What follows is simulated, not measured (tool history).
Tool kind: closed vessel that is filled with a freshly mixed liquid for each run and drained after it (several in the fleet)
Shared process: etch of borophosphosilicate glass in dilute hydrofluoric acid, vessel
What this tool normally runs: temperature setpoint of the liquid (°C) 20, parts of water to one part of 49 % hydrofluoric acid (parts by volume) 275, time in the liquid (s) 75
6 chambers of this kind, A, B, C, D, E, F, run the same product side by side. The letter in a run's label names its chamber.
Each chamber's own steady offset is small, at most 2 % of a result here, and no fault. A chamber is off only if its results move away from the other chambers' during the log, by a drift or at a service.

run,day,temperature setpoint of the liquid (°C),parts of water to one part of 49 % hydrofluoric acid (parts by volume),time in the liquid (s),"read-back film thickness of the borophosphosilicate glass reference wafer, read on the same gauge (nm)",thickness taken off the borophosphosilicate glass on a monitor wafer (Å)
1D,0.325,20,275,75,110.01,81.738
2C,0.608,20,275,75,109.98,82.584
3E,0.942,20,275,75,110.02,83.745
4B,1.304,20,275,75,110,82.7
5F,1.558,20,275,75,109.97,81.786
6A,2.012,20,345,35,109.99,28.769
7F,2.375,20,345,35,110.01,28.918
# day 2.679: chamber B: thermometer replaced
8C,2.738,20,345,35,109.99,29.36
9A,3.042,20,345,35,109.99,28.899
10E,3.279,20,345,35,110,29.16
11B,3.617,20,345,35,110.01,28.685
12D,4.054,20,275,75,109.98,81.297
13F,4.3,20,275,75,109.98,82.252
# day 4.496: chamber C: hydrofluoric acid flow meter replaced
14C,4.738,20,275,75,109.99,83.525
15A,4.954,20,275,75,110,82.302
# day 5.1: chamber F: thermometer replaced
16E,5.275,17,275,100,110.01,99.272
# day 5.321: chamber D: hydrofluoric acid flow meter replaced
17D,5.688,17,275,100,110.01,97.663
18B,6.008,17,275,100,109.99,97.92
19E,6.292,17,275,100,110.01,98.519
20B,6.746,17,275,100,110.01,98.944
21D,7.054,17,275,100,110,97.615
22A,7.446,24.5,275,50,109.96,64.766
# day 7.779: chamber A: thermometer replaced
23F,7.85,24.5,275,50,110,63.73
# day 8.125: chamber C: thermometer replaced
24C,8.229,24.5,275,50,110.02,65.104
25E,8.488,24.5,275,50,110.01,65.145
# day 8.629: chamber B: hydrofluoric acid flow meter replaced
26F,8.946,24.5,275,50,110,64.147
27D,9.196,24.5,275,50,109.99,63.24
28A,9.646,17,275,100,110.01,98.179
29C,10.021,17,275,100,110.01,99.549
30B,10.45,17,275,100,110.03,97.823
31B,10.65,17,275,100,110.04,98.454
32E,11.088,17,275,100,109.97,98.509
33A,11.475,17,275,100,110.01,98.05
34C,11.792,20,150,105,109.99,241.76
35F,12.021,20,150,105,109.96,236.94
36D,12.442,20,150,105,110.01,230.61
37A,12.675,20,150,105,109.98,237.77
38C,13.117,20,150,105,109.99,244.05
39D,13.504,20,150,105,109.99,232.72

Next, every chamber runs the same settings. What will each give?
40A,13.833,17,275,75,,?
40B,13.833,17,275,75,,?
40C,13.833,17,275,75,,?
40D,13.833,17,275,75,,?
40E,13.833,17,275,75,,?
40F,13.833,17,275,75,,?

run,thickness taken off the borophosphosilicate glass on a monitor wafer (Å)
40A,73.464
40B,73.643
40C,74.77
40D,73.333
40E,73.701
40F,73.657
